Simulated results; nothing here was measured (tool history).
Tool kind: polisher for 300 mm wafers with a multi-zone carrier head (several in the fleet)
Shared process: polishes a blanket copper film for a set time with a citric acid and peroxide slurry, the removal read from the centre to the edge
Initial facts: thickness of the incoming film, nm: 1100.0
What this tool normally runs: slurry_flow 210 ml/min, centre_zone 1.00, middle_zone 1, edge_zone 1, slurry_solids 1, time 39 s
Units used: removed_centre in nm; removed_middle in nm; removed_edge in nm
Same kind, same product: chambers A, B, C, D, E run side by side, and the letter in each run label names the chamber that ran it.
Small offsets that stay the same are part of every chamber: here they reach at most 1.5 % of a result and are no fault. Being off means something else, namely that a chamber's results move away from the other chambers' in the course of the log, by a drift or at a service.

-- hour=1.4 chamber C: worn pad replaced by a new one
run 1A hour=4.3 | slurry_flow=210 centre_zone=1.00 middle_zone=1 edge_zone=1 slurry_solids=1 time=39 | removed_centre=103.050 removed_middle=103.32 removed_edge=101.17
run 2E hour=12.2 | slurry_flow=210 centre_zone=1.00 middle_zone=1 edge_zone=1 slurry_solids=1 time=39 | removed_centre=104.050 removed_middle=102.13 removed_edge=103.31
run 3C hour=17.7 | slurry_flow=210 centre_zone=1.00 middle_zone=1 edge_zone=1 slurry_solids=1 time=39 | removed_centre=105.400 removed_middle=103.50 removed_edge=103.85
-- hour=21.9 chamber D: worn pad replaced by a new one
run 4B hour=25.0 | slurry_flow=210 centre_zone=1.00 middle_zone=1 edge_zone=1 slurry_solids=1 time=39 | removed_centre=103.410 removed_middle=103.72 removed_edge=103.92
run 5D hour=29.1 | slurry_flow=210 centre_zone=1.00 middle_zone=1 edge_zone=1 slurry_solids=1 time=39 | removed_centre=104.860 removed_middle=105.43 removed_edge=102.98
-- hour=35.2 chamber E: worn pad replaced by a new one
run 6C hour=37.3 | slurry_flow=210 centre_zone=1.00 middle_zone=1 edge_zone=1 slurry_solids=1 time=39 | removed_centre=105.250 removed_middle=103.00 removed_edge=102.46
run 7A hour=42.8 | slurry_flow=210 centre_zone=0.91 middle_zone=1 edge_zone=1 slurry_solids=1 time=39 | removed_centre=93.484 removed_middle=103.94 removed_edge=103.48
run 8B hour=47.2 | slurry_flow=210 centre_zone=0.91 middle_zone=1 edge_zone=1 slurry_solids=1 time=39 | removed_centre=93.772 removed_middle=103.09 removed_edge=103.80
run 9D hour=52.0 | slurry_flow=210 centre_zone=0.91 middle_zone=1 edge_zone=1 slurry_solids=1 time=39 | removed_centre=95.466 removed_middle=106.66 removed_edge=102.88
-- hour=52.8 chamber A: worn pad replaced by a new one
run 10E hour=59.1 | slurry_flow=210 centre_zone=0.91 middle_zone=1 edge_zone=1 slurry_solids=1 time=39 | removed_centre=92.401 removed_middle=103.11 removed_edge=104.07
run 11E hour=65.6 | slurry_flow=210 centre_zone=0.91 middle_zone=1 edge_zone=1 slurry_solids=1 time=39 | removed_centre=93.055 removed_middle=103.34 removed_edge=104.21
run 12C hour=69.9 | slurry_flow=210 centre_zone=1.00 middle_zone=1 edge_zone=1 slurry_solids=1 time=39 | removed_centre=104.780 removed_middle=102.92 removed_edge=105.02
-- hour=72.4 chamber B: edge zone pressure recalibrated
run 13B hour=77.7 | slurry_flow=210 centre_zone=1.00 middle_zone=1 edge_zone=1 slurry_solids=1 time=39 | removed_centre=102.410 removed_middle=103.08 removed_edge=105.81
-- hour=80.2 chamber D: worn pad replaced by a new one
-- hour=82.6 chamber B: worn pad replaced by a new one
run 14A hour=82.6 | slurry_flow=210 centre_zone=1.00 middle_zone=1 edge_zone=1 slurry_solids=1 time=39 | removed_centre=103.740 removed_middle=103.20 removed_edge=103.27
run 15D hour=86.5 | slurry_flow=210 centre_zone=1.00 middle_zone=1 edge_zone=1 slurry_solids=1 time=39 | removed_centre=104.880 removed_middle=103.87 removed_edge=103.86
-- hour=89.1 chamber C: slurry nozzle cleaned
run 16E hour=94.8 | slurry_flow=210 centre_zone=1.00 middle_zone=1 edge_zone=1 slurry_solids=1 time=39 | removed_centre=103.480 removed_middle=103.87 removed_edge=105.77
-- hour=99.7 chamber C: worn pad replaced by a new one
run 17B hour=101.9 | slurry_flow=210 centre_zone=1.00 middle_zone=1 edge_zone=1 slurry_solids=1 time=39 | removed_centre=100.530 removed_middle=101.21 removed_edge=103.73
run 18A hour=106.6 | slurry_flow=210 centre_zone=1.00 middle_zone=1 edge_zone=1 slurry_solids=1 time=39 | removed_centre=103.490 removed_middle=104.78 removed_edge=102.73
run 19D hour=114.0 | slurry_flow=210 centre_zone=1.00 middle_zone=1 edge_zone=1 slurry_solids=1 time=39 | removed_centre=104.180 removed_middle=106.31 removed_edge=103.45
-- hour=116.2 chamber E: worn pad replaced by a new one
run 20C hour=119.5 | slurry_flow=210 centre_zone=1.00 middle_zone=1 edge_zone=1 slurry_solids=1 time=39 | removed_centre=102.910 removed_middle=101.91 removed_edge=103.93
run 21E hour=126.5 | slurry_flow=210 centre_zone=1.00 middle_zone=1 edge_zone=1 slurry_solids=1 time=39 | removed_centre=104.770 removed_middle=103.46 removed_edge=104.96
run 22B hour=131.4 | slurry_flow=210 centre_zone=1.00 middle_zone=1 edge_zone=1 slurry_solids=1 time=39 | removed_centre=105.460 removed_middle=103.16 removed_edge=103.80
-- hour=134.7 chamber D: worn pad replaced by a new one
run 23C hour=135.8 | slurry_flow=210 centre_zone=1.00 middle_zone=1 edge_zone=1 slurry_solids=1 time=39 | removed_centre=104.410 removed_middle=105.18 removed_edge=104.71
run 24A hour=143.5 | slurry_flow=210 centre_zone=1.00 middle_zone=1 edge_zone=1 slurry_solids=1 time=39 | removed_centre=103.380 removed_middle=103.67 removed_edge=100.95
run 25D hour=147.4 | slurry_flow=165 centre_zone=1.00 middle_zone=1 edge_zone=1 slurry_solids=1 time=45 | removed_centre=114.880 removed_middle=115.73 removed_edge=117.34
run 26E hour=153.4 | slurry_flow=165 centre_zone=1.00 middle_zone=1 edge_zone=1 slurry_solids=1 time=45 | removed_centre=114.030 removed_middle=116.84 removed_edge=117.68
-- hour=155.8 chamber A: worn pad replaced by a new one
run 27D hour=158.7 | slurry_flow=165 centre_zone=1.00 middle_zone=1 edge_zone=1 slurry_solids=1 time=45 | removed_centre=118.620 removed_middle=116.08 removed_edge=117.80
run 28A hour=164.7 | slurry_flow=165 centre_zone=1.00 middle_zone=1 edge_zone=1 slurry_solids=1 time=45 | removed_centre=112.270 removed_middle=116.92 removed_edge=113.64
-- hour=171.8 chamber B: worn pad replaced by a new one
run 29C hour=172.4 | slurry_flow=165 centre_zone=1.00 middle_zone=1 edge_zone=1 slurry_solids=1 time=45 | removed_centre=117.010 removed_middle=113.38 removed_edge=116.36
run 30B hour=179.5 | slurry_flow=210 centre_zone=1.00 middle_zone=1 edge_zone=1 slurry_solids=1 time=39 | removed_centre=102.210 removed_middle=104.52 removed_edge=102.62
-- hour=186.8 chamber D: worn pad replaced by a new one
run 31C hour=187.2 | slurry_flow=210 centre_zone=1.00 middle_zone=1 edge_zone=1 slurry_solids=1 time=39 | removed_centre=102.460 removed_middle=103.22 removed_edge=103.64
-- hour=193.0 chamber E: worn pad replaced by a new one
run 32A hour=193.9 | slurry_flow=210 centre_zone=1.00 middle_zone=1 edge_zone=1 slurry_solids=1 time=39 | removed_centre=102.390 removed_middle=103.68 removed_edge=102.97
-- hour=194.4 chamber C: worn pad replaced by a new one
run 33E hour=202.1 | slurry_flow=210 centre_zone=1.00 middle_zone=1 edge_zone=1 slurry_solids=1 time=39 | removed_centre=100.650 removed_middle=103.30 removed_edge=106.02
run 34B hour=207.8 | slurry_flow=210 centre_zone=1.00 middle_zone=1 edge_zone=1 slurry_solids=1 time=39 | removed_centre=102.130 removed_middle=102.53 removed_edge=104.94
run 35D hour=213.9 | slurry_flow=210 centre_zone=1.00 middle_zone=1 edge_zone=1 slurry_solids=1 time=39 | removed_centre=102.620 removed_middle=103.76 removed_edge=102.82
run 36C hour=220.3 | slurry_flow=210 centre_zone=1.04 middle_zone=1 edge_zone=1 slurry_solids=1 time=50 | removed_centre=137.180 removed_middle=132.08 removed_edge=134.31
run 37E hour=224.6 | slurry_flow=210 centre_zone=1.04 middle_zone=1 edge_zone=1 slurry_solids=1 time=50 | removed_centre=135.570 removed_middle=132.50 removed_edge=133.53

Which is it: a chamber that has drifted or been left off by a service, a gauge drift common to all chambers, or only each chamber's usual small offset? If a chamber is off, name it and its likeliest cause.

Beyond each chamber's small constant offset nothing stands out, and the gauge stays steady.

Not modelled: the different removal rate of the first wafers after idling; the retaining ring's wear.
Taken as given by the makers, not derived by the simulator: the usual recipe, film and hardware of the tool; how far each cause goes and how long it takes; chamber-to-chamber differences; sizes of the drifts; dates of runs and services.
